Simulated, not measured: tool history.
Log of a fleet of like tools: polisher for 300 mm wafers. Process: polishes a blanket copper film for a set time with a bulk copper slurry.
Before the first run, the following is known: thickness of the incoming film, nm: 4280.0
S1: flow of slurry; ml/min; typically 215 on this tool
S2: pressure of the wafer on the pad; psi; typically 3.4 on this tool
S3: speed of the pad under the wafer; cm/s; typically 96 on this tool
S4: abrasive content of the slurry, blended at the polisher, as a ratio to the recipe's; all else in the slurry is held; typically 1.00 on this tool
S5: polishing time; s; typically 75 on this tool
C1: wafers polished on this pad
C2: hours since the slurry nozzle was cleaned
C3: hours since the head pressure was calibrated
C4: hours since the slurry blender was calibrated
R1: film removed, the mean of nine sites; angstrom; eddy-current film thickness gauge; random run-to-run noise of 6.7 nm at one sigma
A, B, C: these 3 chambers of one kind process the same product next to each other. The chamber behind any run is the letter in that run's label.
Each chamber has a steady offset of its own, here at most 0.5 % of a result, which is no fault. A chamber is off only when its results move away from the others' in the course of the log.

run   hour   S1   S2  S3    S4  S5   C1     C2      C3     C4      R1
 1C    4.3  215  3.4  96  1.00  75  657   25.1   334.2   98.5  6624.1
 2B   12.3  215  3.4  96  1.00  75  495  442.2  1289.5  244.4  6659.1
      15.5  -- chamber C: worn pad replaced by a new one
      17.8  -- chamber A: worn pad replaced by a new one
 3A   17.9  215  3.4  96  1.00  75    1  389.7    60.0  144.1  6584.0
 4B   25.0  215  3.4  96  1.00  75  618  454.9  1302.2  257.1  6608.6
 5C   31.3  215  3.4  96  1.00  75  153   52.1   361.2  125.5  6542.8
 6A   37.4  215  3.4  96  1.00  75  190  409.2    79.5  163.6  6565.4
 7C   42.9  215  3.4  96  1.00  75  265   63.7   372.8  137.1  6594.0
      44.0  -- chamber A: slurry blender recalibrated
 8A   49.8  215  3.4  96  1.00  75  310  421.6    91.9    5.8  6510.2
 9B   53.8  215  3.4  96  1.00  75  896  483.7  1331.0  285.9  6510.4
      57.2  -- chamber B: worn pad replaced by a new one
10B   60.8  190  3.4  96  1.00  53   35  490.7  1338.0  292.9  4587.5
11A   64.5  190  3.4  96  1.00  53  452  436.3   106.6   20.5  4564.5
12C   72.3  190  3.4  96  1.00  53  550   93.1   402.2  166.5  4634.5
13A   78.9  215  3.4  96  1.00  75  592  450.7   121.0   34.9  6595.8
      85.2  -- chamber A: worn pad replaced by a new one
14C   85.8  215  3.4  96  0.80  75  680  106.6   415.7  180.0  6324.2
15B   93.8  215  3.4  96  0.80  75  354  523.7  1371.0  325.9  6346.5
     101.1  -- chamber C: worn pad replaced by a new one
16B  101.1  215  3.4  96  0.80  75  424  531.0  1378.3  333.2  6239.6
     104.8  -- chamber B: head pressure recalibrated
17C  108.8  215  3.4  96  1.00  75   75  129.6   438.7  203.0  6603.1
18A  115.4  215  3.4  96  1.00  75  293  487.2   157.5   71.4  6505.5
19B  120.3  215  3.4  96  1.00  75  610  550.2    15.6  352.4  7155.6
     122.7  -- chamber C: slurry blender recalibrated
20C  124.1  215  3.4  96  1.00  75  223  144.9   454.0    1.5  6666.1
21A  130.9  215  3.4  96  1.00  75  443  502.7   173.0   86.9  6437.5
22A  138.7  215  3.4  96  1.00  75  518  510.5   180.8   94.7  6560.2
     138.9  -- chamber B: worn pad replaced by a new one
23C  145.7  215  3.4  96  1.00  75  432  166.5   475.6   23.1  6585.4
24B  150.1  215  3.4  96  1.00  75  109  580.0    45.4  382.2  7124.9
25A  155.2  215  3.4  96  1.00  75  678  527.0   197.3  111.2  6595.3
26C  163.3  215  3.4  96  1.00  75  602  184.1   493.2   40.7  6614.0
     166.2  -- chamber B: slurry blender recalibrated
27B  167.9  265  3.4  96  1.25  75  281  597.8    63.2    1.7  7677.2
     168.1  -- chamber A: worn pad replaced by a new one
28C  172.0  265  3.4  96  1.25  75  686  192.8   501.9   49.4  7060.1
29A  180.0  265  3.4  96  1.25  75  115  551.8   222.1  136.0  7097.9
30B  185.0  215  3.4  96  1.00  75  446  614.9    80.3   18.8  7141.3

Has any chamber moved away from the others, gradually or after a service, or does the common gauge drift, or do the chambers differ only by their own small steady offsets? State the chamber and the most likely cause if one applies.

Chamber B has stood off from the others ever since a service on it.
Cause: head's pressure above its setpoint, % = 8.62.

Here are 4 candidates for chamber B's next run, each the usual settings with a change, their results left as question marks. Which one brings its results back in line with what the others give on the usual settings?
Allowed miss from the other chambers' usual-settings mean, per result, to count as in line: R1 230.0 angstrom
31B-1  190.9  215  3.4  104  1.00  75                   ?
31B-2  190.9  210  3.1   96  1.00  68                   ?
31B-3  190.9  220  3.7  106  1.00  75                   ?
31B-4  190.9  215  3.3   94  1.00  73                   ?

Other chambers, usual settings, mean: R1 6574.6 angstrom
  run      R1
31B-1  7802.7
31B-2  5934.8
31B-3  8685.2
31B-4  6667.1
With 31B-4, the chamber falls back in line with the rest.
